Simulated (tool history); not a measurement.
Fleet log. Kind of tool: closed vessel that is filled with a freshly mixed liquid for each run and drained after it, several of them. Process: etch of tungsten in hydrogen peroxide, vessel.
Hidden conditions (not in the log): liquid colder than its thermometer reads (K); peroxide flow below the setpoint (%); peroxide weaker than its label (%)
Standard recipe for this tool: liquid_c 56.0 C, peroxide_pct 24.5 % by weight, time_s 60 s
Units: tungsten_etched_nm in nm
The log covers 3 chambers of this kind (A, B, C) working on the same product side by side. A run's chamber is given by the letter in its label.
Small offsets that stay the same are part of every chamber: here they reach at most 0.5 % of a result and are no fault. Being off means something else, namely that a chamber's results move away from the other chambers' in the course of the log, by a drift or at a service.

| run | hour | liquid_c | peroxide_pct | time_s | hours since the thermometer was replaced | hours since the peroxide flow meter was replaced | hours since the drum of peroxide was connected | read-back film thickness of the tungsten reference wafer, read on the same gauge (nm) | tungsten_etched_nm |
|---|---|---|---|---|---|---|---|---|---|
| 1C | 5.5 | 56.0 | 24.5 | 60 | 901.7 | 182.0 | 279.9 | 49.992 | 80.931 |
| 2B | 8.4 | 56.0 | 24.5 | 60 | 1633.9 | 479.4 | 38.3 | 50.000 | 79.338 |
| 3A | 14.0 | 56.0 | 24.5 | 60 | 900.5 | 1666.5 | 560.3 | 49.990 | 80.048 |
| 4A | 17.6 | 56.0 | 24.5 | 60 | 904.1 | 1670.1 | 563.9 | 50.003 | 80.615 |
| 5B | 23.7 | 56.0 | 24.5 | 30 | 1649.2 | 494.7 | 53.6 | 49.997 | 39.959 |
| 6C | 26.5 | 56.0 | 24.5 | 30 | 922.7 | 203.0 | 300.9 | 50.000 | 40.777 |
| 7B | 31.6 | 56.0 | 24.5 | 30 | 1657.1 | 502.6 | 61.5 | 49.980 | 40.301 |
| 8C | 35.4 | 56.0 | 24.5 | 60 | 931.6 | 211.9 | 309.8 | 50.011 | 79.105 |
|  | 38.1 | chamber A: peroxide flow meter replaced |
| 9A | 38.6 | 56.0 | 24.5 | 60 | 925.1 | 0.6 | 584.9 | 50.011 | 79.229 |
| 10B | 43.4 | 56.0 | 24.5 | 60 | 1668.9 | 514.4 | 73.3 | 49.984 | 79.825 |
| 11A | 47.0 | 56.0 | 24.5 | 60 | 933.5 | 9.0 | 593.3 | 50.017 | 78.911 |
| 12C | 51.8 | 56.0 | 24.5 | 60 | 948.0 | 228.3 | 326.2 | 50.003 | 80.213 |
| 13A | 58.1 | 56.0 | 24.5 | 60 | 944.6 | 20.1 | 604.4 | 50.000 | 79.048 |
| 14B | 63.7 | 56.0 | 24.5 | 60 | 1689.2 | 534.7 | 93.6 | 49.989 | 79.475 |
| 15C | 66.6 | 56.0 | 24.5 | 60 | 962.8 | 243.1 | 341.0 | 49.981 | 79.797 |
| 16A | 71.0 | 56.0 | 24.5 | 60 | 957.5 | 33.0 | 617.3 | 50.013 | 77.521 |
| 17C | 75.8 | 56.0 | 24.5 | 60 | 972.0 | 252.3 | 350.2 | 49.996 | 80.607 |
| 18B | 80.7 | 56.0 | 24.5 | 60 | 1706.2 | 551.7 | 110.6 | 50.000 | 79.833 |
| 19A | 86.8 | 56.0 | 24.5 | 60 | 973.3 | 48.8 | 633.1 | 49.987 | 76.805 |
| 20B | 92.7 | 56.0 | 24.5 | 60 | 1718.2 | 563.7 | 122.6 | 50.003 | 79.692 |
| 21C | 98.1 | 56.0 | 24.5 | 60 | 994.3 | 274.6 | 372.5 | 50.015 | 80.861 |
| 22C | 101.8 | 56.0 | 24.5 | 60 | 998.0 | 278.3 | 376.2 | 49.982 | 80.554 |
| 23B | 105.0 | 56.0 | 24.5 | 60 | 1730.5 | 576.0 | 134.9 | 49.998 | 80.634 |
| 24A | 108.2 | 56.0 | 24.5 | 60 | 994.7 | 70.2 | 654.5 | 50.013 | 74.708 |

Is one chamber off against the others, does the gauge drift, or is nothing wrong? If a chamber is off, say which, and what the likeliest cause is.

Little by little, chamber A moves away from the other chambers.
Most likely cause: liquid colder than its thermometer reads (K) = 1.22.

Chamber A could run next with any of the 4 candidate recipes listed below; each alters the usual settings, and their results appear as question marks. Which one brings its results back in line with what the other chambers deliver on the usual settings?
Allowed miss from the other chambers' usual-settings mean, per result, to count as in line: tungsten_etched_nm 1.900 nm
| 25A-1 | 112.9 | 54.0 | 24.0 | 60 |  |  |  |  | ? |
| 25A-2 | 112.9 | 56.0 | 21.0 | 60 |  |  |  |  | ? |
| 25A-3 | 112.9 | 58.0 | 25.0 | 60 |  |  |  |  | ? |
| 25A-4 | 112.9 | 56.0 | 24.5 | 65 |  |  |  |  | ? |

What the other chambers average on the usual settings: tungsten_etched_nm 80.181 nm
| run | tungsten_etched_nm |
|---|---|
| 25A-1 | 65.245 |
| 25A-2 | 68.817 |
| 25A-3 | 84.371 |
| 25A-4 | 80.467 |
It is 25A-4 that realigns the chamber with its peers.
